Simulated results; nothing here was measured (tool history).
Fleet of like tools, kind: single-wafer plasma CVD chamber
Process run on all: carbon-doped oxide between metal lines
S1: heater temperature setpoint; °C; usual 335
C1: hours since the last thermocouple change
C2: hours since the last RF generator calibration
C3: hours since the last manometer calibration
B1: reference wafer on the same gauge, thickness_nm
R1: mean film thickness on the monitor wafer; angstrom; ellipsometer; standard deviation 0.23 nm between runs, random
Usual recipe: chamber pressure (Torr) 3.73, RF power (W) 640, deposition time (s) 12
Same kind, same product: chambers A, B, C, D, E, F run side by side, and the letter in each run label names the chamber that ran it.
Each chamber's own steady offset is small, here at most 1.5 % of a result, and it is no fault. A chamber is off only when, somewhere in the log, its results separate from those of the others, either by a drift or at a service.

Run 1C, hour 3.8: usual settings; C1 1234.2; C2 1510.3; C3 1308.5; B1 68.057. Result: R1 728.71 angstrom.
Run 2F, hour 7: usual settings; C1 1221.3; C2 471.1; C3 2121; B1 68.045. Result: R1 730.08 angstrom.
Run 3A, hour 10: usual settings; C1 3169.9; C2 1201.3; C3 535.1; B1 68.011. Result: R1 733.5 angstrom.
Run 4B, hour 12.8: usual settings; C1 1005.8; C2 167; C3 989.9; B1 68.056. Result: R1 721.55 angstrom.
Run 5E, hour 15.3: usual settings but chamber pressure (Torr) 4.64, RF power (W) 690; C1 342.4; C2 1807.5; C3 1621.9; B1 68.114. Result: R1 789.23 angstrom.
Run 6D, hour 18.9: usual settings but chamber pressure (Torr) 4.64, RF power (W) 690; C1 452.5; C2 99.4; C3 1037.5; B1 68.125. Result: R1 789.82 angstrom.
At hour 22.5: chamber A: thermocouple changed; heater temperature recalibrated.
Run 7E, hour 23: usual settings but chamber pressure (Torr) 4.64, RF power (W) 690; C1 350.1; C2 1815.2; C3 1629.6; B1 68.094. Result: R1 787.96 angstrom.
Run 8C, hour 25: usual settings but chamber pressure (Torr) 4.64, RF power (W) 690; C1 1255.4; C2 1531.5; C3 1329.7; B1 68.075. Result: R1 786.86 angstrom.
Run 9B, hour 27.2: usual settings but chamber pressure (Torr) 4.64, RF power (W) 690; C1 1020.2; C2 181.4; C3 1004.3; B1 68.067. Result: R1 780.72 angstrom.
Run 10A, hour 31.4: usual settings but chamber pressure (Torr) 4.64, RF power (W) 690; C1 8.9; C2 1222.7; C3 556.5; B1 68.12. Result: R1 789.75 angstrom.
Run 11D, hour 33.5: usual settings; C1 467.1; C2 114; C3 1052.1; B1 68.089. Result: R1 737.15 angstrom.
Run 12F, hour 36.7: usual settings but chamber pressure (Torr) 4.44; C1 1251; C2 500.8; C3 2150.7; B1 68.117. Result: R1 748.96 angstrom.
Run 13C, hour 40.7: usual settings but chamber pressure (Torr) 4.44; C1 1271.1; C2 1547.2; C3 1345.4; B1 68.129. Result: R1 746.28 angstrom.
Run 14F, hour 44.2: usual settings but chamber pressure (Torr) 4.44; C1 1258.5; C2 508.3; C3 2158.2; B1 68.051. Result: R1 753.55 angstrom.
Run 15A, hour 47.4: usual settings but chamber pressure (Torr) 4.44; C1 24.9; C2 1238.7; C3 572.5; B1 68.1. Result: R1 752.09 angstrom.
Run 16B, hour 50.4: usual settings but chamber pressure (Torr) 4.44; C1 1043.4; C2 204.6; C3 1027.5; B1 68.072. Result: R1 743.71 angstrom.
Run 17D, hour 54.2: usual settings but chamber pressure (Torr) 4.44; C1 487.8; C2 134.7; C3 1072.8; B1 68.128. Result: R1 750.81 angstrom.
Run 18E, hour 58: usual settings; C1 385.1; C2 1850.2; C3 1664.6; B1 68.056. Result: R1 732.65 angstrom.
Run 19F, hour 61.3: usual settings; C1 1275.6; C2 525.4; C3 2175.3; B1 68.067. Result: R1 733.94 angstrom.
Run 20E, hour 64.7: usual settings; C1 391.8; C2 1856.9; C3 1671.3; B1 68.163. Result: R1 732.07 angstrom.
Run 21C, hour 68.7: usual settings; C1 1299.1; C2 1575.2; C3 1373.4; B1 68.109. Result: R1 727.17 angstrom.
Run 22A, hour 71.6: usual settings; C1 49.1; C2 1262.9; C3 596.7; B1 68.124. Result: R1 736.55 angstrom.
Run 23D, hour 74.1: usual settings; C1 507.7; C2 154.6; C3 1092.7; B1 68.114. Result: R1 733.67 angstrom.
Run 24B, hour 77.2: usual settings; C1 1070.2; C2 231.4; C3 1054.3; B1 68.173. Result: R1 724.75 angstrom.
Run 25A, hour 79.5: usual settings; C1 57; C2 1270.8; C3 604.6; B1 68.112. Result: R1 734.38 angstrom.
Run 26F, hour 83: usual settings; C1 1297.3; C2 547.1; C3 2197; B1 68.082. Result: R1 731 angstrom.
Run 27D, hour 85.7: usual settings; C1 519.3; C2 166.2; C3 1104.3; B1 68.103. Result: R1 733.27 angstrom.
Run 28C, hour 87.6: usual settings; C1 1318; C2 1594.1; C3 1392.3; B1 68.141. Result: R1 731.03 angstrom.
Run 29B, hour 90.1: usual settings; C1 1083.1; C2 244.3; C3 1067.2; B1 68.063. Result: R1 723.77 angstrom.
Run 30E, hour 93.4: usual settings; C1 420.5; C2 1885.6; C3 1700; B1 68.104. Result: R1 731.62 angstrom.
Run 31E, hour 95.8: usual settings; C1 422.9; C2 1888; C3 1702.4; B1 68.143. Result: R1 733.02 angstrom.
Run 32B, hour 99.2: usual settings; C1 1092.2; C2 253.4; C3 1076.3; B1 68.124. Result: R1 724.45 angstrom.
Run 33A, hour 101.9: usual settings; C1 79.4; C2 1293.2; C3 627; B1 68.081. Result: R1 732.26 angstrom.
Run 34F, hour 106: usual settings; C1 1320.3; C2 570.1; C3 2220; B1 68.08. Result: R1 732.43 angstrom.
Run 35C, hour 109.7: usual settings; C1 1340.1; C2 1616.2; C3 1414.4; B1 68.077. Result: R1 729.42 angstrom.
Run 36D, hour 112.2: usual settings; C1 545.8; C2 192.7; C3 1130.8; B1 68.133. Result: R1 731.39 angstrom.
Run 37B, hour 114.4: usual settings; C1 1107.4; C2 268.6; C3 1091.5; B1 68.136. Result: R1 722.15 angstrom.
Run 38E, hour 117: usual settings; C1 444.1; C2 1909.2; C3 1723.6; B1 68.117. Result: R1 730.69 angstrom.
Run 39D, hour 121: usual settings; C1 554.6; C2 201.5; C3 1139.6; B1 68.102. Result: R1 735.15 angstrom.
Run 40C, hour 125.1: usual settings but S1 323 °C; C1 1355.5; C2 1631.6; C3 1429.8; B1 68.127. Result: R1 763.33 angstrom.
Run 41A, hour 127.5: usual settings but S1 323 °C; C1 105; C2 1318.8; C3 652.6; B1 68.066. Result: R1 762.98 angstrom.
Run 42F, hour 131.7: usual settings but S1 323 °C; C1 1346; C2 595.8; C3 2245.7; B1 68.052. Result: R1 760.1 angstrom.

Next, all 6 chambers run the settings below, one line each with question marks for the results. What does each chamber give?
Run 43A, hour 134.8: usual settings but S1 345 °C. Result: R1 ?.
Run 43B, hour 134.8: usual settings but S1 345 °C. Result: R1 ?.
Run 43C, hour 134.8: usual settings but S1 345 °C. Result: R1 ?.
Run 43D, hour 134.8: usual settings but S1 345 °C. Result: R1 ?.
Run 43E, hour 134.8: usual settings but S1 345 °C. Result: R1 ?.
Run 43F, hour 134.8: usual settings but S1 345 °C. Result: R1 ?.

run      R1
43A  712.39
43B  700.43
43C  707.16
43D  711.25
43E  713.01
43F  709.49

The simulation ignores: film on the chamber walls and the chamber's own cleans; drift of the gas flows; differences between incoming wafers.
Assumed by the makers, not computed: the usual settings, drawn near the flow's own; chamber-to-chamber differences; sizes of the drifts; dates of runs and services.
